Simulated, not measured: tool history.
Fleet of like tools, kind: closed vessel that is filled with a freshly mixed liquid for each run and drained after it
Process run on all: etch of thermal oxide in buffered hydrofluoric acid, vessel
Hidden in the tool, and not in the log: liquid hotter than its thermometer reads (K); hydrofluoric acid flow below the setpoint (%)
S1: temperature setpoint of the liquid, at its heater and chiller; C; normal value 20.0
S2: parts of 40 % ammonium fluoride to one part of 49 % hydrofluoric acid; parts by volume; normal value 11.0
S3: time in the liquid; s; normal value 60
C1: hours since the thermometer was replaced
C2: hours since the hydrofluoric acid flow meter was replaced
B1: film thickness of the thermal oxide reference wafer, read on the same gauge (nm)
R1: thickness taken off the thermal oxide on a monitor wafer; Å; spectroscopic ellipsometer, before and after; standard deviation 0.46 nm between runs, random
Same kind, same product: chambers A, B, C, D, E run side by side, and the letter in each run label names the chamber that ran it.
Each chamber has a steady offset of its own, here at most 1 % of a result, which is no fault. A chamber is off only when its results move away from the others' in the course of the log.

| run | hour | S1 | S2 | S3 | C1 | C2 | B1 | R1 |
|---|---|---|---|---|---|---|---|---|
| 1E | 3.3 | 20.0 | 11.0 | 60 | 408.6 | 913.0 | 50.030 | 487.80 |
| 2D | 5.5 | 20.0 | 11.0 | 60 | 1564.8 | 116.9 | 49.983 | 495.59 |
| 3C | 7.5 | 20.0 | 11.0 | 60 | 984.9 | 584.4 | 49.982 | 491.27 |
| 4A | 10.0 | 20.0 | 11.0 | 60 | 684.6 | 77.6 | 49.962 | 482.76 |
| 5B | 13.2 | 20.0 | 11.0 | 60 | 677.6 | 812.4 | 50.041 | 500.23 |
| 6E | 15.9 | 17.0 | 11.0 | 40 | 421.2 | 925.6 | 50.008 | 275.74 |
| 7C | 19.8 | 17.0 | 11.0 | 40 | 997.2 | 596.7 | 49.973 | 278.38 |
| 8D | 22.0 | 17.0 | 11.0 | 40 | 1581.3 | 133.4 | 50.006 | 281.74 |
| 9A | 25.1 | 17.0 | 11.0 | 40 | 699.7 | 92.7 | 50.018 | 274.55 |
| 10B | 27.7 | 17.0 | 11.0 | 40 | 692.1 | 826.9 | 49.989 | 279.02 |
| 11D | 31.4 | 20.0 | 11.0 | 60 | 1590.7 | 142.8 | 50.020 | 493.09 |
| 12C | 34.1 | 20.0 | 11.0 | 60 | 1011.5 | 611.0 | 50.021 | 494.01 |
| 13A | 36.9 | 20.0 | 11.0 | 60 | 711.5 | 104.5 | 49.965 | 487.76 |
| 14E | 40.6 | 20.0 | 11.0 | 60 | 445.9 | 950.3 | 50.004 | 495.32 |
| 15B | 43.6 | 20.0 | 11.0 | 60 | 708.0 | 842.8 | 49.984 | 507.80 |
| 16E | 47.2 | 20.0 | 11.0 | 60 | 452.5 | 956.9 | 49.963 | 489.21 |
| 17B | 49.2 | 20.0 | 11.0 | 60 | 713.6 | 848.4 | 50.009 | 501.78 |
| 18A | 52.2 | 20.0 | 11.0 | 60 | 726.8 | 119.8 | 49.999 | 486.06 |
| 19C | 56.1 | 20.0 | 11.0 | 60 | 1033.5 | 633.0 | 49.974 | 492.82 |
| 20D | 59.2 | 20.0 | 11.0 | 60 | 1618.5 | 170.6 | 50.005 | 491.59 |
| 21D | 63.3 | 18.0 | 11.0 | 40 | 1622.6 | 174.7 | 50.011 | 292.84 |
| 22C | 67.2 | 18.0 | 11.0 | 40 | 1044.6 | 644.1 | 49.967 | 289.08 |
| 23E | 69.6 | 18.0 | 11.0 | 40 | 474.9 | 979.3 | 50.033 | 289.45 |
| 24B | 71.8 | 18.0 | 11.0 | 40 | 736.2 | 871.0 | 49.993 | 306.60 |
| 25A | 75.0 | 18.0 | 11.0 | 40 | 749.6 | 142.6 | 49.981 | 289.12 |
| 26B | 78.6 | 20.0 | 11.0 | 60 | 743.0 | 877.8 | 49.988 | 512.74 |
|  | 79.3 | chamber C: hydrofluoric acid flow meter replaced |
| 27D | 81.4 | 20.0 | 11.0 | 30 | 1640.7 | 192.8 | 50.000 | 240.86 |
|  | 81.8 | chamber B: hydrofluoric acid flow meter replaced |
|  | 84.4 | chamber D: thermometer replaced |
| 28A | 85.2 | 20.0 | 11.0 | 30 | 759.8 | 152.8 | 50.025 | 243.32 |
| 29E | 87.6 | 20.0 | 11.0 | 30 | 492.9 | 997.3 | 49.978 | 250.34 |
| 30C | 91.6 | 20.0 | 11.0 | 30 | 1069.0 | 12.3 | 50.011 | 250.05 |
| 31E | 94.2 | 20.0 | 11.0 | 30 | 499.5 | 1003.9 | 49.989 | 245.75 |
| 32B | 96.5 | 20.0 | 11.0 | 60 | 760.9 | 14.8 | 49.991 | 516.05 |
| 33D | 99.3 | 17.0 | 11.0 | 60 | 15.0 | 210.7 | 49.942 | 409.58 |
| 34C | 102.7 | 17.0 | 11.0 | 60 | 1080.1 | 23.4 | 50.034 | 415.59 |
| 35A | 105.1 | 17.0 | 11.0 | 60 | 779.7 | 172.7 | 49.995 | 414.98 |
| 36B | 107.6 | 17.0 | 11.0 | 60 | 772.0 | 25.9 | 50.023 | 437.85 |
| 37E | 111.4 | 17.0 | 11.0 | 60 | 516.7 | 1021.1 | 50.023 | 417.40 |
| 38D | 115.2 | 18.5 | 11.0 | 95 | 30.9 | 226.6 | 49.989 | 722.11 |
| 39C | 119.2 | 18.5 | 11.0 | 95 | 1096.6 | 39.9 | 50.012 | 710.28 |
| 40A | 122.0 | 18.5 | 11.0 | 95 | 796.6 | 189.6 | 50.011 | 705.46 |
| 41A | 124.2 | 18.5 | 11.0 | 95 | 798.8 | 191.8 | 49.997 | 709.19 |
| 42D | 128.1 | 18.5 | 11.0 | 95 | 43.8 | 239.5 | 49.967 | 706.12 |
| 43E | 130.4 | 17.0 | 11.0 | 60 | 535.7 | 1040.1 | 50.012 | 407.10 |
| 44B | 132.2 | 17.0 | 11.0 | 60 | 796.6 | 50.5 | 50.002 | 450.29 |

Decide between three cases: one chamber stands off from its peers, the gauge reading all wafers drifts, or nothing is wrong past each chamber's small offset. Where a chamber is off, say which and what most likely put it there.

It is chamber B that slowly wanders off from its peers.
Most likely cause: liquid hotter than its thermometer reads (K) = 1.26.

Chamber B could run next with any of the 4 candidate recipes listed below; each alters the usual settings, and their results appear as question marks. Which one brings its results back in line with what the other chambers deliver on the usual settings?
In line means no further than this from the other chambers' mean on the usual settings: R1 16.00 Å
| 45B-1 | 135.2 | 20.0 | 11.0 | 65 |  |  |  | ? |
| 45B-2 | 135.2 | 20.5 | 11.0 | 60 |  |  |  | ? |
| 45B-3 | 135.2 | 19.5 | 11.0 | 60 |  |  |  | ? |
| 45B-4 | 135.2 | 20.0 | 11.0 | 55 |  |  |  | ? |

Average result of the remaining chambers running the usual settings: R1 490.12 Å
| run | R1 |
|---|---|
| 45B-1 | 575.45 |
| 45B-2 | 546.12 |
| 45B-3 | 516.62 |
| 45B-4 | 486.92 |
Change 45B-4 lands the chamber within the allowed miss of the other chambers.
